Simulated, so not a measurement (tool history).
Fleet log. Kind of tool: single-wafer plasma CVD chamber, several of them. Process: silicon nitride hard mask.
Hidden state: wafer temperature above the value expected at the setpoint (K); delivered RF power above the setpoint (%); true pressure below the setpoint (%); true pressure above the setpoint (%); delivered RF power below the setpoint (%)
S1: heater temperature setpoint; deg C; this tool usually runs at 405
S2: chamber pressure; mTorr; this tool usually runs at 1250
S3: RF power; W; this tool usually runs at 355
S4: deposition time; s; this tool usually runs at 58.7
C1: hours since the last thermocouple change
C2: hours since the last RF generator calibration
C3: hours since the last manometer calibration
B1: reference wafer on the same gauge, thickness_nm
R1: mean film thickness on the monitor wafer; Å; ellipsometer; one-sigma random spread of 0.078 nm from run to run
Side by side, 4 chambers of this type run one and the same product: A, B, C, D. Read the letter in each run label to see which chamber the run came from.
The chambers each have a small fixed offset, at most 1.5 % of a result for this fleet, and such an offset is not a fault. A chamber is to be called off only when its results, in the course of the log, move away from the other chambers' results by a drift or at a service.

run,hour,S1,S2,S3,S4,C1,C2,C3,B1,R1
1D,5.1,405,1250,355,58.7,226.3,544.8,686.4,70.682,701.13
2A,9.4,405,1250,355,58.7,653.4,142.8,1490.6,70.691,694.12
3B,16,405,1250,355,58.7,419.7,411.6,1949.8,70.67,689.87
4C,22.2,405,1250,355,58.7,1298.6,1846.2,371.7,70.668,704.94
5B,27.8,405,1250,355,58.7,431.5,423.4,1961.6,70.664,690.77
6D,31.2,405,1250,355,58.7,252.4,570.9,712.5,70.661,700.97
7C,34.4,405,1250,355,58.7,1310.8,1858.4,383.9,70.66,704.35
8A,39.2,405,1250,355,58.7,683.2,172.6,1520.4,70.627,693.27
9B,45.6,405,1250,355,58.7,449.3,441.2,1979.4,70.632,689.78
10A,51,405,1250,290,52.2,695,184.4,1532.2,70.644,541.1
11C,55.6,405,1250,290,52.2,1332,1879.6,405.1,70.611,548.79
12D,60.1,405,1250,290,52.2,281.3,599.8,741.4,70.594,546.15
13A,67.1,405,1250,290,52.2,711.1,200.5,1548.3,70.59,539.7
14C,72.3,405,1250,355,58.7,1348.7,1896.3,421.8,70.583,703.53
15D,77.8,405,1250,355,58.7,299,617.5,759.1,70.594,700.3
16B,84.9,405,1250,355,58.7,488.6,480.5,2018.7,70.569,689.32
17D,92.1,405,1250,355,58.7,313.3,631.8,773.4,70.551,698.68
18A,97.8,405,1250,355,58.7,741.8,231.2,1579,70.568,693.71
19B,104.9,405,1250,355,58.7,508.6,500.5,2038.7,70.528,687.85
20C,109.5,405,1250,355,58.7,1385.9,1933.5,459,70.528,704.15
21C,115.6,405,1250,355,58.7,1392,1939.6,465.1,70.521,703.2
22B,121.6,405,1250,355,58.7,525.3,517.2,2055.4,70.492,687.9
23A,125.9,405,1250,355,58.7,769.9,259.3,1607.1,70.498,692.16
24D,132.4,405,1250,355,58.7,353.6,672.1,813.7,70.462,699.31
25A,137.3,405,1250,355,58.7,781.3,270.7,1618.5,70.487,691.69
26D,144.4,405,1250,325,58.7,365.6,684.1,825.7,70.475,659.94
27C,149.5,405,1250,325,58.7,1425.9,1973.5,499,70.448,664.62
28B,153.7,405,1250,325,58.7,557.4,549.3,2087.5,70.438,650.69
29B,156.9,405,1250,325,58.7,560.6,552.5,2090.7,70.454,652.62
30D,163.3,405,1250,355,58.7,384.5,703,844.6,70.453,699.24
# hour 166.8: chamber D: capacitance manometer re-zeroed and calibrated
31C,169.9,393,1250,355,67.8,1446.3,1993.9,519.4,70.416,816.51
32A,176.4,393,1250,355,67.8,820.4,309.8,1657.6,70.436,800.73
33A,180.6,393,1250,355,67.8,824.6,314,1661.8,70.423,802.36
34C,184.1,393,1250,355,67.8,1460.5,2008.1,533.6,70.401,816.07
35D,188.1,405,1250,355,58.7,409.3,727.8,21.3,70.404,697.42
36B,193.9,405,1250,355,58.7,597.6,589.5,2127.7,70.414,687.24
37A,199.4,405,1250,355,58.7,843.4,332.8,1680.6,70.387,690.16

What goes on in this fleet: one chamber off, a drifting gauge, or nothing beyond the chambers' own small offsets? Name the chamber and the cause, if any.

Gauge drift. The chambers move together only on paper, and none stands off.
Cause: gauge reads low (%) = 0.462.
